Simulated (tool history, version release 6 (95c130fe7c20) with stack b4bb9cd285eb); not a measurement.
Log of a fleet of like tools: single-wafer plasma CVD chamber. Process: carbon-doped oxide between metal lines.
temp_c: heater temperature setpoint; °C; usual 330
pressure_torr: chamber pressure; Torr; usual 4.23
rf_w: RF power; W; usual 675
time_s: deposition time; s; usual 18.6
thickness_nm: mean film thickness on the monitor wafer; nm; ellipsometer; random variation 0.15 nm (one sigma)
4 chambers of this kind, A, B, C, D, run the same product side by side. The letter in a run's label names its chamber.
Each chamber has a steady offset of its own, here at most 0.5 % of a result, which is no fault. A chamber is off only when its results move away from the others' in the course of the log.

run    day  temp_c  pressure_torr  rf_w  time_s  read-back reference wafer on the same gauge, thickness_nm  thickness_nm
 1C  0.146     330           4.23   675    18.6                                                     136.02        119.19
 2D  0.238     330           4.23   675    18.6                                                     135.96        119.98
 3A  0.400     330           4.23   675    18.6                                                     135.97        119.51
 4B  0.542     330           4.23   675    18.6                                                     135.97        119.79
 5B  0.633     330           4.84   675    18.6                                                     135.97        122.12
 6D  0.725     330           4.84   675    18.6                                                     135.97        122.29
 7C  0.846     330           4.84   675    18.6                                                     135.94        121.13
 8A  0.958     330           4.84   675    18.6                                                     135.90        121.88
     1.038  -- chamber B: thermocouple changed; heater temperature recalibrated
 9A  1.125     330           4.23   675    18.6                                                     135.80        119.47
10B  1.221     316           4.23   675    18.6                                                     135.83        126.45
11D  1.312     316           4.23   675    18.6                                                     135.81        126.07
12C  1.425     316           4.23   675    18.6                                                     135.82        125.54
13D  1.600     316           4.23   675    18.6                                                     135.74        126.51
14C  1.733     330           4.23   675    18.6                                                     135.79        119.10
15A  1.871     330           4.23   675    18.6                                                     135.76        119.35
16B  2.008     330           4.23   675    18.6                                                     135.70        119.56
17A  2.100     330           4.23   675    18.6                                                     135.74        119.34
18C  2.254     330           4.23   675    18.6                                                     135.65        119.08
19D  2.358     330           4.23   675    18.6                                                     135.63        119.79
20B  2.538     330           4.23   675    18.6                                                     135.66        119.73
21D  2.712     330           4.23   675    18.6                                                     135.63        119.51
22C  2.821     330           4.23   675    18.6                                                     135.60        118.86
23B  2.929     330           4.23   675    18.6                                                     135.57        119.65
24A  3.042     330           4.82   780    18.6                                                     135.59        132.29
25B  3.121     330           4.82   780    18.6                                                     135.58        132.86
26A  3.200     330           4.82   780    18.6                                                     135.58        132.52
27D  3.329     330           4.82   780    18.6                                                     135.52        132.44
28C  3.488     330           4.23   675    18.6                                                     135.54        118.95
29A  3.625     330           4.23   675    18.6                                                     135.51        119.13
30B  3.767     335           4.65   675    18.6                                                     135.46        119.02
31C  3.921     335           4.65   675    18.6                                                     135.46        118.48
32D  4.054     335           4.65   675    18.6                                                     135.46        118.89
33B  4.146     335           4.65   675    18.6                                                     135.35        118.98
34A  4.254     330           4.23   675    18.6                                                     135.37        119.31
35D  4.379     322           4.23   675    18.6                                                     135.38        122.94
36C  4.562     322           4.23   675    18.6                                                     135.36        122.25
37B  4.679     322           4.23   675    18.6                                                     135.35        123.36
38C  4.792     322           4.23   675    18.6                                                     135.37        122.11
39D  4.892     330           4.23   675    18.6                                                     135.32        119.58

All 4 chambers run these settings next. Forecast each chamber's results:
40A  5.021     330           4.88   675    18.6                                                                        ?
40B  5.021     330           4.88   675    18.6                                                                        ?
40C  5.021     330           4.88   675    18.6                                                                        ?
40D  5.021     330           4.88   675    18.6                                                                        ?

run  thickness_nm
40A        121.52
40B        121.72
40C        121.10
40D        121.54
